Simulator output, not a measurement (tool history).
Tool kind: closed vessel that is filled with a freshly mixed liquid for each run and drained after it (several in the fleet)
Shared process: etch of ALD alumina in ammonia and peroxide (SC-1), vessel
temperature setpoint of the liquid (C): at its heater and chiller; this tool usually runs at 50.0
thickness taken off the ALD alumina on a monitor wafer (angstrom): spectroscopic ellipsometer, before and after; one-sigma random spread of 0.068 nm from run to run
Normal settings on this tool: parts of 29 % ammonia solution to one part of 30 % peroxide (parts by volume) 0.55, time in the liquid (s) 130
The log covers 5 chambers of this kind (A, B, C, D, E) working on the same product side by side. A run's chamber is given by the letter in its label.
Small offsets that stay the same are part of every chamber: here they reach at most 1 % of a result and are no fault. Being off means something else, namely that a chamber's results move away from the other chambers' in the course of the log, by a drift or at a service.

run,hour,temperature setpoint of the liquid (C),parts of 29 % ammonia solution to one part of 30 % peroxide (parts by volume),time in the liquid (s),"read-back film thickness of the ALD alumina reference wafer, read on the same gauge (nm)",thickness taken off the ALD alumina on a monitor wafer (angstrom)
1A,6.9,50.0,0.55,130,130.01,67.740
2B,12.9,50.0,0.55,130,129.98,68.895
3C,19.0,50.0,0.55,130,129.99,67.624
4D,23.6,50.0,0.55,130,129.99,69.028
5E,28.1,50.0,0.55,130,130.00,68.603
6B,35.5,59.5,0.80,130,130.00,116.760
7E,40.6,59.5,0.80,130,130.00,117.960
8C,44.6,59.5,0.80,130,129.98,117.380
9A,50.6,59.5,0.80,130,129.99,117.800
10D,55.0,59.5,0.80,130,129.96,115.060
11D,59.0,50.0,0.55,130,130.00,68.562
# hour 61.4: chamber C: new drum of ammonia solution connected
12C,62.5,50.0,0.55,130,129.99,67.189
13B,69.9,50.0,0.55,130,130.00,68.974
14E,75.1,50.0,0.55,130,129.98,68.845
15A,81.9,50.0,0.55,130,130.00,69.393
16A,87.6,50.0,0.55,130,129.98,68.042
17C,92.2,50.0,0.80,130,130.05,69.350
18B,95.7,50.0,0.80,130,130.04,70.449
19D,100.4,50.0,0.80,130,130.00,70.126
20E,104.4,50.0,0.80,130,130.02,72.586
21A,108.5,50.0,0.80,130,129.99,71.514
22E,114.5,50.0,0.55,130,129.98,72.446
# hour 115.7: chamber D: ammonia flow meter replaced
23C,118.3,50.0,0.55,130,129.95,67.459
24B,125.5,50.0,0.55,130,130.01,67.475
25D,129.6,50.0,0.55,130,130.00,69.016
26E,136.4,50.0,0.55,130,130.01,72.867
27C,143.0,41.5,0.45,130,130.02,40.891
28B,146.5,41.5,0.45,130,130.03,40.865
29D,152.3,41.5,0.45,130,130.01,41.522
30A,157.4,41.5,0.45,130,129.99,41.914
31C,163.2,41.5,0.45,130,130.02,41.527
32E,166.9,50.0,0.55,130,129.96,76.166
33D,170.8,50.0,0.55,130,129.99,68.684
34B,178.6,50.0,0.55,130,130.01,68.079
35A,182.7,50.0,0.55,90,129.97,47.367
36B,187.0,50.0,0.55,90,130.01,48.454
37E,190.7,50.0,0.55,90,129.95,52.851
38A,194.8,50.0,0.55,90,130.01,47.252
39D,198.3,50.0,0.55,90,130.03,47.697
40C,204.8,50.0,0.55,130,129.99,67.742

One chamber off, gauge drift, or nothing amiss beyond the chambers' own small offsets? If it is a chamber, which one, and what is the likeliest cause?

It is chamber E that slowly wanders off from its peers.
Likeliest cause: liquid hotter than its thermometer reads (K) = 2.23.

Which of the 4 candidates below, each the usual settings with something changed and its results left as question marks, puts chamber E back in line with what the other chambers give on the usual settings?
To be in line, a result may differ from the other chambers' mean on the usual settings by at most: thickness taken off the ALD alumina on a monitor wafer (angstrom) 2.400
41E-1,210.4,50.5,0.55,135,,?
41E-2,210.4,50.0,0.55,115,,?
41E-3,210.4,49.5,0.55,125,,?
41E-4,210.4,51.0,0.55,140,,?

Average result of the remaining chambers running the usual settings: thickness taken off the ALD alumina on a monitor wafer (angstrom) 68.229
run,thickness taken off the ALD alumina on a monitor wafer (angstrom)
41E-1,82.350
41E-2,68.279
41E-3,72.270
41E-4,87.684
The answer is 41E-2, which returns the chamber to within the allowed miss of the others.
